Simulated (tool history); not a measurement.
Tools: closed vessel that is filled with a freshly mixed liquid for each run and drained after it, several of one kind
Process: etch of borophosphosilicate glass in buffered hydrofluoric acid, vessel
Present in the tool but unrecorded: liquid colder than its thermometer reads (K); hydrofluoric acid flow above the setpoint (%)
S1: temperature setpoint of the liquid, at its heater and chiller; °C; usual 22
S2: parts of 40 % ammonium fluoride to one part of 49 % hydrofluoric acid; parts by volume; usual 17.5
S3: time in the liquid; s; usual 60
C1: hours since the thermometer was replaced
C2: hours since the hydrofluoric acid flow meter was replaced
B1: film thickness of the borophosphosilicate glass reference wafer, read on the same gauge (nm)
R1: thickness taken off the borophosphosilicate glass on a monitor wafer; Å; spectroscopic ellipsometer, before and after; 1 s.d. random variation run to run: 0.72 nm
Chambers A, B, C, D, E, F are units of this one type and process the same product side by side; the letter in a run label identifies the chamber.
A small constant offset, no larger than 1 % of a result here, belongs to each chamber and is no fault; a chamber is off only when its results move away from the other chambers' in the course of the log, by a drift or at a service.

run	hour	S1	S2	S3	C1	C2	B1	R1
1F	5.5	22	17.5	60	1134.5	760.8	50.016	1020.60
2B	10.8	22	17.5	60	1238.7	981.7	49.930	1027.10
3D	13.8	22	17.5	60	850.5	1764.0	49.984	1034.80
4E	18.7	22	17.5	60	624.9	618.7	49.955	1049.70
5A	22.6	22	17.5	60	546.3	879.7	49.972	1043.50
# hour 24.9: chamber B: thermometer replaced
6C	28.5	22	17.5	60	1126.8	99.0	50.016	1028.90
7A	33.9	22	17.5	60	557.6	891.0	49.994	1029.20
8E	38.6	22	17.5	60	644.8	638.6	49.958	1038.00
# hour 39.8: chamber A: thermometer replaced
9F	41.8	22	21.0	60	1170.8	797.1	50.008	877.65
10B	45.5	22	21.0	60	20.6	1016.4	50.008	864.67
11C	50.9	22	21.0	60	1149.2	121.4	49.984	880.94
12D	56.2	22	21.0	60	892.9	1806.4	49.988	874.82
13C	59.0	22	21.0	60	1157.3	129.5	49.987	867.79
14B	63.4	22	21.0	60	38.5	1034.3	49.980	865.01
15D	66.4	22	17.5	60	903.1	1816.6	49.973	1031.40
16E	69.8	22	23.0	60	676.0	669.8	50.015	832.11
17A	72.8	22	23.0	60	33.0	929.9	50.020	832.23
18F	75.8	22	23.0	60	1204.8	831.1	49.998	799.94
19D	80.5	22	23.0	60	917.2	1830.7	49.978	812.43
20F	85.1	22	23.0	60	1214.1	840.4	50.000	802.17
21C	90.4	22	23.0	60	1188.7	160.9	50.041	818.44
22B	93.4	22	17.5	60	68.5	1064.3	50.001	1041.90
23E	99.2	22	17.5	60	705.4	699.2	49.980	1055.40
24A	103.8	22	17.5	60	64.0	960.9	50.028	1032.30
25A	107.8	22	17.5	60	68.0	964.9	49.954	1032.40
26E	111.7	22	17.5	60	717.9	711.7	50.011	1039.20
27B	114.7	22	22.5	60	89.8	1085.6	50.015	831.34
28C	118.4	22	22.5	60	1216.7	188.9	50.009	835.96
29F	124.1	22	22.5	60	1253.1	879.4	50.041	811.31
# hour 126.0: chamber F: hydrofluoric acid flow meter replaced
30D	128.9	22	22.5	60	965.6	1879.1	50.026	829.10
31F	133.3	22	22.5	60	1262.3	7.3	50.001	797.24
32A	137.0	22	22.5	60	97.2	994.1	49.965	837.87
33B	142.6	22	17.5	60	117.7	1113.5	50.019	1033.90
34C	145.3	22	17.5	95	1243.6	215.8	50.001	1634.60
35E	148.1	22	17.5	95	754.3	748.1	49.986	1662.10
36D	152.3	22	17.5	95	989.0	1902.5	49.992	1627.80
37C	157.6	22	17.5	95	1255.9	228.1	49.969	1657.00
38B	161.5	22	17.5	95	136.6	1132.4	50.002	1641.70

All chambers now run identical settings, listed one chamber a line with results as question marks. What results will each chamber show?
39A	165.8	22	17.5	60				?
39B	165.8	22	17.5	60				?
39C	165.8	22	17.5	60				?
39D	165.8	22	17.5	60				?
39E	165.8	22	17.5	60				?
39F	165.8	22	17.5	60				?

run	R1
39A	1038.50
39B	1034.20
39C	1042.30
39D	1027.10
39E	1059.30
39F	980.87
